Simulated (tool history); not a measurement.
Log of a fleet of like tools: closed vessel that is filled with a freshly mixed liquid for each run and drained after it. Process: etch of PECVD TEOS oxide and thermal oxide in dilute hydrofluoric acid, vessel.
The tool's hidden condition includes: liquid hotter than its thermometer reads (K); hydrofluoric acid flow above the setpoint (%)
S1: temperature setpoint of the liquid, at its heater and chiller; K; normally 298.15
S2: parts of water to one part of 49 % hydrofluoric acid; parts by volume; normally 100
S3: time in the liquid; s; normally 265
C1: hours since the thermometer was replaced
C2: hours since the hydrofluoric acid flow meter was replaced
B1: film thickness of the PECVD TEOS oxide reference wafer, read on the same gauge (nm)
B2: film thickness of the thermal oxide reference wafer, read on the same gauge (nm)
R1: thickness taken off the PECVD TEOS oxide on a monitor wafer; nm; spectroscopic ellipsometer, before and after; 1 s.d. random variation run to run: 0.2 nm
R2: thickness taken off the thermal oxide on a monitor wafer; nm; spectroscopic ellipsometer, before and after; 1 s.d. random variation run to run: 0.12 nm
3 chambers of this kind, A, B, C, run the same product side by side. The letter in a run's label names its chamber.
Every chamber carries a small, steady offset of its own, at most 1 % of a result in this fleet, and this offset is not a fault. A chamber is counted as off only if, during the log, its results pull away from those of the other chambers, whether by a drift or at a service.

run,hour,S1,S2,S3,C1,C2,B1,B2,R1,R2
1B,11.2,298.15,100,265,1660.9,539.6,100.03,120.01,30.197,13.282
2A,17.2,298.15,100,265,1797.5,669.6,99.987,119.99,30.525,13.202
3C,24.5,298.15,100,265,50.7,796.6,99.955,120,30.726,13.118
4C,30.8,298.15,100,265,57,802.9,100,120.01,30.769,13.298
5A,43.3,298.15,100,265,1823.6,695.7,99.981,120.01,30.587,13.259
6B,50.6,298.15,100,265,1700.3,579,100.01,120,30.425,13.016
7A,58.9,298.15,100,265,1839.2,711.3,100.02,120.02,30.771,13.213
8C,65,298.15,130,265,91.2,837.1,100.01,120,22.201,9.7882
9B,72.6,298.15,130,265,1722.3,601,99.994,120,22.565,9.8207
10B,80.8,298.15,130,265,1730.5,609.2,99.998,120.01,22.457,9.8289
11A,92.9,298.15,100,265,1873.2,745.3,99.984,120,30.893,13.093
12C,98.7,298.15,100,265,124.9,870.8,100,120,30.162,13.231
13C,107.3,298.15,100,265,133.5,879.4,99.975,119.97,30.345,13.165
14B,115,298.15,100,265,1764.7,643.4,99.972,120.01,30.671,13.112
15A,121.4,298.15,100,265,1901.7,773.8,100.04,119.98,30.468,13.281
16A,130.4,298.15,100,265,1910.7,782.8,100.01,119.99,30.449,13.114
17B,137,295.15,100,265,1786.7,665.4,99.991,120,27.196,11.582
18C,146.5,295.15,100,265,172.7,918.6,100,119.98,27.019,11.953
# hour 149.2: chamber B: hydrofluoric acid flow meter replaced
19B,158.8,295.15,100,265,1808.5,9.6,100.03,119.99,26.936,11.816
20C,166.8,298.15,100,265,193,938.9,99.968,119.98,30.707,13.458
21A,174.8,298.15,100,265,1955.1,827.2,100.03,120,30.659,13.138
22C,184.7,298.15,100,265,210.9,956.8,99.996,120,30.511,13.16
23B,194.9,298.15,100,265,1844.6,45.7,100.02,120.03,30.629,13.043
24A,201.6,298.15,100,265,1981.9,854,100.01,120.01,30.368,13.198
25C,209.3,298.15,100,265,235.5,981.4,99.994,120,30.368,13.268
# hour 212.1: chamber A: thermometer replaced
26B,221.7,298.15,100,265,1871.4,72.5,100.02,120.01,30.566,13.219
27A,228.6,298.15,100,265,16.5,881,100,120,30.671,13.155
# hour 229.7: chamber A: hydrofluoric acid flow meter replaced
28A,237.9,298.15,100,265,25.8,8.3,99.976,119.99,30.126,13.132
29C,249.8,298.15,100,265,276,1021.9,99.973,120,30.536,13.465
30B,258.1,298.15,100,265,1907.8,108.9,99.966,120,30.259,13.12
31B,269.3,298.15,100,265,1919,120.1,100.01,120.01,30.331,13.137
32A,281.6,298.15,100,265,69.5,52,100.01,120,30.302,13.21
33C,287.7,298.15,100,265,313.9,1059.8,100.01,120,30.344,13.225
34A,294.7,298.15,100,265,82.6,65.1,100,119.98,30.149,13.199

All 3 chambers run these settings next. Forecast each chamber's results:
35A,303.8,296.15,100,265,,,,,?,?
35B,303.8,296.15,100,265,,,,,?,?
35C,303.8,296.15,100,265,,,,,?,?

run,R1,R2
35A,27.896,12.121
35B,28.154,12.148
35C,28.157,12.262
